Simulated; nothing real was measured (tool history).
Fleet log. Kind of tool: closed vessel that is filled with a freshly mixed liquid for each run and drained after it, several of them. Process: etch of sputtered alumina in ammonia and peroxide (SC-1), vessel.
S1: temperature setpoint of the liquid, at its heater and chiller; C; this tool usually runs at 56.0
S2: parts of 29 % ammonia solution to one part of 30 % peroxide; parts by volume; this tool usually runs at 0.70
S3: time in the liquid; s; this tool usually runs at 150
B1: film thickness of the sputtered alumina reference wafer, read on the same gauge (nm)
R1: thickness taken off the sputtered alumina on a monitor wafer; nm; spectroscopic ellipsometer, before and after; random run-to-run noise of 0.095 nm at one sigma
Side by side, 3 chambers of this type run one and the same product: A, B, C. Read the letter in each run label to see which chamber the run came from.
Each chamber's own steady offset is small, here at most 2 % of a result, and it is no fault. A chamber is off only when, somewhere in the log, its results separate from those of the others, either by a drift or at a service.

run,hour,S1,S2,S3,B1,R1
1C,14.4,56.0,0.70,150,140.00,12.9780
2B,27.3,56.0,0.70,150,139.99,12.6030
3A,35.2,56.0,0.70,150,140.01,12.3790
# hour 37.4: chamber B: new drum of ammonia solution connected
4A,43.9,56.0,0.70,150,140.01,12.4110
5C,59.3,56.0,0.70,150,140.00,12.6870
6B,66.4,56.0,0.70,150,139.96,12.6700
7B,81.9,56.0,0.70,150,139.99,12.5010
# hour 89.6: chamber A: new drum of ammonia solution connected
8C,89.6,56.0,0.70,150,139.98,12.7000
9A,102.4,56.0,0.70,150,140.00,12.5600
10B,116.3,56.0,0.70,80,140.02,6.8371
11C,126.1,56.0,0.70,80,139.98,6.8263
12A,138.0,56.0,0.70,80,139.98,6.6681
13A,152.1,56.0,0.70,150,139.97,12.5100
14C,164.4,56.0,0.70,150,139.97,12.7650
15B,175.1,56.0,0.70,150,140.02,12.6820
16C,189.6,56.0,0.70,150,140.04,12.8570
17A,202.4,56.0,0.70,150,139.98,12.3910
18B,209.8,56.0,0.70,150,140.03,12.4500
19C,222.2,62.5,0.70,230,140.00,27.6730
# hour 233.0: chamber C: thermometer replaced
20A,233.3,62.5,0.70,230,140.01,26.5970
21B,245.9,62.5,0.70,230,140.03,26.4800
22A,253.0,56.0,0.70,150,140.02,12.2740
23B,260.6,56.0,0.70,150,140.03,12.2030
24C,268.2,56.0,0.70,150,139.97,12.8630
# hour 273.5: chamber A: thermometer replaced
25B,281.4,56.0,0.70,150,140.00,12.2640
26A,292.1,56.0,0.70,150,140.04,12.5000
27C,305.3,56.0,0.70,150,139.99,12.9690
28A,319.0,56.0,0.70,150,139.97,12.6740
29B,326.5,56.0,0.70,150,140.01,12.1120
30C,341.6,56.0,0.70,150,140.02,13.0010
31B,353.4,56.0,0.70,150,140.05,11.8500
32C,366.0,56.0,0.70,150,139.99,12.7100
# hour 371.1: chamber B: new drum of ammonia solution connected
33A,377.0,56.0,0.70,150,140.00,12.4540
34C,391.5,56.0,0.70,150,139.99,13.0100
35B,404.8,56.0,0.70,150,139.98,11.9970
36A,419.4,56.0,0.70,150,140.00,12.4710
37A,432.3,56.0,0.70,150,140.01,12.5240
38B,446.3,56.0,0.35,150,140.01,11.0710
39C,455.7,56.0,0.35,150,139.97,11.9830
40B,465.7,56.0,0.35,150,140.00,11.0750
# hour 474.5: chamber A: new drum of ammonia solution connected
41C,478.5,56.0,0.70,150,140.01,12.8610
42A,489.4,56.0,0.70,150,140.01,12.4630

Is one chamber out of step, is the gauge drifting, or do the chambers differ by no more than their own small offsets? For an off chamber, give its letter and the likeliest cause.

Chamber B drifts away from the others.
What lies behind it: liquid colder than its thermometer reads (K) = 1.49.

Chamber B could run next with any of the 4 candidate recipes listed below; each alters the usual settings, and their results appear as question marks. Which one brings its results back in line with what the other chambers deliver on the usual settings?
Maximum distance from the other chambers' mean on the usual settings for a result to count as in line: R1 0.3300 nm
43B-1,500.6,56.5,0.70,160,,?
43B-2,500.6,56.0,0.45,150,,?
43B-3,500.6,56.5,0.70,150,,?
43B-4,500.6,54.5,0.70,150,,?

What the other chambers average on the usual settings: R1 12.6650 nm
run,R1
43B-1,12.7870
43B-2,11.1930
43B-3,11.9880
43B-4,10.7890
It is 43B-1 that realigns the chamber with its peers.
